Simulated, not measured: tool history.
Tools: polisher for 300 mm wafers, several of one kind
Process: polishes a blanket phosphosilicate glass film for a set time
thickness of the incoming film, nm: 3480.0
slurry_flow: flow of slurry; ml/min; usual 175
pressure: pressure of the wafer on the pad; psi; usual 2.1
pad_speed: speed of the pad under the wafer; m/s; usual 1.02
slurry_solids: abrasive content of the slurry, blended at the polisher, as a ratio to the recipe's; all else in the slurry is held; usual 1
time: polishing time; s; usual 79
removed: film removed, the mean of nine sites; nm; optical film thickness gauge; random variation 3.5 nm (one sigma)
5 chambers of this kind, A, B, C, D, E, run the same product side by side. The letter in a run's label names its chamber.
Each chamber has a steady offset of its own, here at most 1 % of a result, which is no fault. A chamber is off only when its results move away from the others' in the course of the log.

Run 1E, hour 6.1: usual settings. Result: removed 406.18 nm.
At hour 6.2: chamber C: worn pad replaced by a new one.
At hour 9.8: chamber D: worn pad replaced by a new one.
Run 2D, hour 12.9: usual settings. Result: removed 403.54 nm.
Run 3A, hour 19.4: usual settings. Result: removed 406.21 nm.
Run 4B, hour 23.9: usual settings. Result: removed 408.6 nm.
At hour 24.4: chamber C: slurry nozzle cleaned.
Run 5C, hour 31.6: usual settings. Result: removed 406.46 nm.
Run 6A, hour 37: usual settings. Result: removed 396.54 nm.
At hour 38.2: chamber E: slurry blender recalibrated.
At hour 41.7: chamber C: head pressure recalibrated.
Run 7C, hour 43.5: usual settings. Result: removed 408.44 nm.
Run 8E, hour 52.3: usual settings. Result: removed 400.99 nm.
At hour 52.9: chamber D: slurry blender recalibrated.
At hour 53.5: chamber B: worn pad replaced by a new one.
At hour 56.6: chamber E: worn pad replaced by a new one.
Run 9B, hour 58.1: usual settings but pressure 1.8 psi, slurry_solids 0.9. Result: removed 328.28 nm.
Run 10D, hour 66.9: usual settings but pressure 1.8 psi, slurry_solids 0.9. Result: removed 334 nm.
Run 11E, hour 71.7: usual settings but pressure 1.8 psi, slurry_solids 0.9. Result: removed 328.76 nm.
Run 12B, hour 76.2: usual settings but pressure 1.8 psi, slurry_solids 0.9. Result: removed 325.59 nm.
Run 13A, hour 83.2: usual settings but pressure 1.8 psi, slurry_solids 0.9. Result: removed 324.26 nm.
At hour 87.6: chamber C: worn pad replaced by a new one.
Run 14C, hour 90: usual settings. Result: removed 412.32 nm.
At hour 92.9: chamber C: conditioning disc replaced and pad reconditioned.
Run 15D, hour 97.5: usual settings. Result: removed 404.18 nm.
At hour 101.8: chamber D: worn pad replaced by a new one.
Run 16C, hour 103.6: usual settings but slurry_flow 140 ml/min, pressure 1.9 psi. Result: removed 356.73 nm.
At hour 105.2: chamber C: slurry blender recalibrated.
Run 17E, hour 110.2: usual settings but slurry_flow 140 ml/min, pressure 1.9 psi. Result: removed 356.88 nm.
At hour 114.2: chamber B: head pressure recalibrated.
At hour 115: chamber A: slurry nozzle cleaned.
Run 18B, hour 116.7: usual settings but slurry_flow 140 ml/min, pressure 1.9 psi. Result: removed 355.16 nm.
At hour 117.7: chamber D: conditioning disc replaced and pad reconditioned.
At hour 120: chamber D: slurry nozzle cleaned.
At hour 121.3: chamber B: slurry blender recalibrated.
At hour 122.9: chamber B: worn pad replaced by a new one.
Run 19D, hour 124.7: usual settings but slurry_flow 140 ml/min, pressure 1.9 psi. Result: removed 354.17 nm.
Run 20A, hour 133.2: usual settings but slurry_flow 140 ml/min, pressure 1.9 psi. Result: removed 345.34 nm.
Run 21A, hour 141.7: usual settings. Result: removed 388.95 nm.
Run 22C, hour 146.9: usual settings. Result: removed 405.47 nm.
Run 23B, hour 151.2: usual settings. Result: removed 407.88 nm.
Run 24D, hour 158.7: usual settings. Result: removed 404.98 nm.
Run 25E, hour 164.2: usual settings. Result: removed 398.29 nm.
At hour 169.3: chamber C: worn pad replaced by a new one.
Run 26E, hour 170.9: usual settings. Result: removed 398.78 nm.
Run 27C, hour 177.4: usual settings. Result: removed 412.69 nm.
At hour 179.5: chamber B: worn pad replaced by a new one.
At hour 182.9: chamber E: worn pad replaced by a new one.
Run 28D, hour 182.9: usual settings. Result: removed 405.55 nm.
Run 29A, hour 190.9: usual settings but pressure 2.5 psi, slurry_solids 0.8. Result: removed 406.66 nm.
At hour 191.2: chamber E: conditioning disc replaced and pad reconditioned.
At hour 191.8: chamber B: conditioning disc replaced and pad reconditioned.
At hour 192.8: chamber D: worn pad replaced by a new one.
Run 30B, hour 198.5: usual settings but pressure 2.5 psi, slurry_solids 0.8. Result: removed 431.52 nm.
Run 31B, hour 203.2: usual settings but pressure 2.5 psi, slurry_solids 0.8. Result: removed 437.29 nm.
Run 32E, hour 210.9: usual settings but pressure 2.5 psi, slurry_solids 0.8. Result: removed 427.14 nm.
At hour 218.3: chamber A: conditioning disc replaced and pad reconditioned.
Run 33D, hour 218.7: usual settings but pressure 2.5 psi, slurry_solids 0.8. Result: removed 430.61 nm.
Run 34A, hour 223: usual settings. Result: removed 370.6 nm.
Run 35C, hour 228.9: usual settings. Result: removed 406.68 nm.

What goes on in this fleet: one chamber off, a drifting gauge, or nothing beyond the chambers' own small offsets? Name the chamber and the cause, if any.

Chamber A drifts away from the others.
Cause: removal rate lost through wear of the pad, % = 8.1.
The log may not tell that from: head's pressure below its setpoint, %; abrasive missing from the slurry, %.

Here are 4 candidates for chamber A's next run, each the usual settings with a change, their results left as question marks. Which one brings its results back in line with what the others give on the usual settings?
In line means no further than this from the other chambers' mean on the usual settings: removed 12 nm
Run 36A-1, hour 236: usual settings but pad_speed 0.98 m/s, time 75 s. Result: removed ?.
Run 36A-2, hour 236: usual settings but pressure 2.2 psi, pad_speed 1.04 m/s, time 81 s. Result: removed ?.
Run 36A-3, hour 236: usual settings but pad_speed 1.08 m/s, slurry_solids 1.05, time 85 s. Result: removed ?.
Run 36A-4, hour 236: usual settings but pressure 2 psi, slurry_solids 0.95, time 73 s. Result: removed ?.

The other chambers' mean on the usual settings: removed 405.73 nm
  run  removed
36A-1   341.59
36A-2   405.26
36A-3   428.17
36A-4   319.59
36A-2 brings the chamber back in line.
